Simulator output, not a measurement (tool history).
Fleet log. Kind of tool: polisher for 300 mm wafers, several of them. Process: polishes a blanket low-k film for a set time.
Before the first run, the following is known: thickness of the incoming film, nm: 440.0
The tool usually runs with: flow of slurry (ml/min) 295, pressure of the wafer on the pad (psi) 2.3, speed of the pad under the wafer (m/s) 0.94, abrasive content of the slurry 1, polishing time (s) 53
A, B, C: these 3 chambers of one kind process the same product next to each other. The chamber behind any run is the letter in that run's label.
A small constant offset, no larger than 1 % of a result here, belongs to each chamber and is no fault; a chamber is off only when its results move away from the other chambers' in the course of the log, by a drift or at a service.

| run | hour | flow of slurry (ml/min) | pressure of the wafer on the pad (psi) | speed of the pad under the wafer (m/s) | abrasive content of the slurry | polishing time (s) | wafers polished on this pad | hours since the slurry nozzle was cleaned | hours since the head pressure was calibrated | hours since the slurry blender was calibrated | hours since the conditioning disc was replaced | film removed (angstrom) |
|---|---|---|---|---|---|---|---|---|---|---|---|---|
| 1A | 6.6 | 295 | 2.3 | 0.94 | 1 | 53 | 428 | 166.6 | 66.3 | 70 | 47 | 228.18 |
|  | 9.8 | chamber B: worn pad replaced by a new one |
| 2B | 20.8 | 295 | 2.3 | 0.94 | 1 | 53 | 147 | 44.7 | 1000 | 164.6 | 112.1 | 232.28 |
|  | 26.1 | chamber B: conditioning disc replaced and pad reconditioned |
| 3C | 29.4 | 295 | 2.3 | 0.94 | 1 | 53 | 845 | 354.1 | 206.8 | 166.6 | 33.5 | 229.2 |
| 4A | 36.2 | 295 | 2.3 | 0.94 | 1 | 53 | 822 | 196.2 | 95.9 | 99.6 | 76.6 | 227.02 |
| 5B | 47 | 295 | 2.3 | 0.94 | 1 | 53 | 496 | 70.9 | 1026.2 | 190.8 | 20.9 | 229.41 |
| 6C | 58.1 | 210 | 2.3 | 0.94 | 1 | 53 | 1227 | 382.8 | 235.5 | 195.3 | 62.2 | 222.07 |
|  | 67.8 | chamber C: worn pad replaced by a new one |
| 7C | 69 | 210 | 2.3 | 0.94 | 1 | 53 | 16 | 393.7 | 246.4 | 206.2 | 73.1 | 223.51 |
|  | 80.9 | chamber A: worn pad replaced by a new one |
| 8B | 82.9 | 210 | 2.3 | 0.94 | 1 | 53 | 975 | 106.8 | 1062.1 | 226.7 | 56.8 | 222.42 |
| 9A | 94 | 295 | 2.3 | 0.94 | 1 | 53 | 175 | 254 | 153.7 | 157.4 | 134.4 | 223.56 |
| 10B | 101.6 | 295 | 2.3 | 0.94 | 1 | 53 | 1224 | 125.5 | 1080.8 | 245.4 | 75.5 | 232.26 |
| 11A | 116.1 | 295 | 2.3 | 0.94 | 1 | 53 | 470 | 276.1 | 175.8 | 179.5 | 156.5 | 226.61 |
|  | 121.7 | chamber B: worn pad replaced by a new one |
| 12C | 122.4 | 295 | 2.3 | 0.94 | 1 | 53 | 728 | 447.1 | 299.8 | 259.6 | 126.5 | 228.75 |
| 13B | 129.5 | 295 | 2.3 | 0.94 | 1 | 53 | 104 | 153.4 | 1108.7 | 273.3 | 103.4 | 229.74 |
| 14A | 136.4 | 295 | 2.3 | 0.94 | 1 | 53 | 740 | 296.4 | 196.1 | 199.8 | 176.8 | 225 |
|  | 139.9 | chamber A: slurry nozzle cleaned |
| 15C | 144.8 | 295 | 2.3 | 0.94 | 1 | 53 | 1027 | 469.5 | 322.2 | 282 | 148.9 | 228.53 |
| 16B | 154.9 | 295 | 2.3 | 0.94 | 1 | 53 | 443 | 178.8 | 1134.1 | 298.7 | 128.8 | 235.88 |
|  | 158 | chamber C: worn pad replaced by a new one |
|  | 158.4 | chamber B: conditioning disc replaced and pad reconditioned |
| 17A | 165.5 | 295 | 2.3 | 1.12 | 1 | 46 | 1128 | 25.7 | 225.2 | 228.9 | 205.9 | 227.45 |
|  | 175.6 | chamber A: conditioning disc replaced and pad reconditioned |
| 18C | 176.6 | 295 | 2.3 | 1.12 | 1 | 46 | 248 | 501.3 | 354 | 313.8 | 180.7 | 225.4 |
|  | 185.5 | chamber A: worn pad replaced by a new one |
| 19B | 186.6 | 295 | 2.3 | 1.12 | 1 | 46 | 865 | 210.5 | 1165.8 | 330.4 | 28.2 | 232.22 |
|  | 187.5 | chamber B: head pressure recalibrated |
| 20A | 200.8 | 295 | 2.3 | 0.94 | 1 | 53 | 204 | 61 | 260.5 | 264.2 | 25.3 | 226.67 |
|  | 203 | chamber B: slurry nozzle cleaned |
| 21C | 212.3 | 295 | 2.3 | 0.94 | 1 | 53 | 724 | 537 | 389.7 | 349.5 | 216.4 | 220.12 |
| 22A | 225.5 | 295 | 2.3 | 0.72 | 1 | 68 | 533 | 85.7 | 285.2 | 288.9 | 50 | 229.8 |
|  | 233.4 | chamber B: worn pad replaced by a new one |
| 23B | 235.6 | 295 | 2.3 | 0.72 | 1 | 68 | 30 | 32.6 | 48.1 | 379.4 | 77.2 | 236.49 |
| 24C | 245.2 | 295 | 2.3 | 0.72 | 1 | 68 | 1162 | 569.9 | 422.6 | 382.4 | 249.3 | 227.59 |
| 25A | 251.6 | 295 | 2.3 | 0.94 | 1 | 53 | 881 | 111.8 | 311.3 | 315 | 76.1 | 226.59 |
|  | 256.9 | chamber C: worn pad replaced by a new one |
|  | 257.7 | chamber A: slurry blender recalibrated |
| 26C | 263.7 | 295 | 2.3 | 0.94 | 1 | 53 | 91 | 588.4 | 441.1 | 400.9 | 267.8 | 216.62 |
|  | 269 | chamber B: slurry blender recalibrated |
| 27B | 274.7 | 295 | 2.3 | 0.94 | 1 | 53 | 551 | 71.7 | 87.2 | 5.8 | 116.3 | 228.11 |
|  | 278.1 | chamber A: worn pad replaced by a new one |
| 28C | 286.7 | 295 | 2.3 | 0.84 | 0.9 | 53 | 397 | 611.4 | 464.1 | 423.9 | 290.8 | 186 |
| 29B | 298.2 | 295 | 2.3 | 0.84 | 0.9 | 53 | 865 | 95.2 | 110.7 | 29.3 | 139.8 | 198.79 |
| 30A | 306.4 | 295 | 2.3 | 0.84 | 0.9 | 53 | 377 | 166.6 | 366.1 | 48.8 | 130.9 | 197.43 |
|  | 307.9 | chamber B: conditioning disc replaced and pad reconditioned |
| 31C | 318.8 | 295 | 2.3 | 0.94 | 1 | 53 | 825 | 643.5 | 496.2 | 456 | 322.9 | 213.81 |
| 32A | 326.5 | 295 | 2.3 | 0.94 | 1 | 53 | 645 | 186.7 | 386.2 | 68.9 | 151 | 227 |
| 33B | 335.5 | 295 | 2.3 | 0.94 | 1 | 53 | 1362 | 132.5 | 148 | 66.6 | 27.6 | 228.81 |
| 34C | 343.5 | 295 | 2.3 | 0.94 | 1 | 53 | 1154 | 668.2 | 520.9 | 480.7 | 347.6 | 211.62 |
|  | 345.6 | chamber B: worn pad replaced by a new one |
| 35A | 350 | 295 | 2.3 | 0.94 | 1 | 53 | 958 | 210.2 | 409.7 | 92.4 | 174.5 | 227.26 |
|  | 351.2 | chamber A: conditioning disc replaced and pad reconditioned |
| 36B | 360.4 | 295 | 2.3 | 0.94 | 0.8 | 68 | 198 | 157.4 | 172.9 | 91.5 | 52.5 | 266.3 |
|  | 361.1 | chamber C: worn pad replaced by a new one |
|  | 367.5 | chamber C: conditioning disc replaced and pad reconditioned |
| 37B | 367.5 | 295 | 2.3 | 0.94 | 0.8 | 68 | 293 | 164.5 | 180 | 98.6 | 59.6 | 266.89 |
|  | 369.1 | chamber A: worn pad replaced by a new one |
| 38C | 377.7 | 295 | 2.3 | 0.94 | 0.8 | 68 | 221 | 702.4 | 555.1 | 514.9 | 10.2 | 239.5 |
| 39A | 387.2 | 295 | 2.3 | 0.94 | 1 | 53 | 242 | 247.4 | 446.9 | 129.6 | 36 | 228.65 |

Read the log: is a single chamber off, either drifting away or since a service, is the gauge that measures every chamber drifting, or is nothing wrong beyond small per-chamber offsets? Name any odd chamber and what most likely caused it.

It is chamber C that slowly wanders off from its peers.
Likeliest cause: abrasive missing from the slurry, % = 17.
The log may not separate it from: head's pressure below its setpoint, %.

Which of the 4 candidates below, each the usual settings with something changed and its results left as question marks, puts chamber C back in line with what the other chambers give on the usual settings?
To be in line, a result may differ from the other chambers' mean on the usual settings by at most: film removed (angstrom) 8.5
| 40C-1 | 397.7 | 295 | 2.3 | 0.76 | 1 | 53 |  |  |  |  |  | ? |
| 40C-2 | 397.7 | 295 | 2.4 | 0.98 | 1 | 57 |  |  |  |  |  | ? |
| 40C-3 | 397.7 | 295 | 2.3 | 0.94 | 1.05 | 57 |  |  |  |  |  | ? |
| 40C-4 | 397.7 | 295 | 2.2 | 0.92 | 1 | 52 |  |  |  |  |  | ? |

What the other chambers average on the usual settings: film removed (angstrom) 227.75
| run | film removed (angstrom) |
|---|---|
| 40C-1 | 177.34 |
| 40C-2 | 244.25 |
| 40C-3 | 231.91 |
| 40C-4 | 194.14 |
Change 40C-3 lands the chamber within the allowed miss of the other chambers.

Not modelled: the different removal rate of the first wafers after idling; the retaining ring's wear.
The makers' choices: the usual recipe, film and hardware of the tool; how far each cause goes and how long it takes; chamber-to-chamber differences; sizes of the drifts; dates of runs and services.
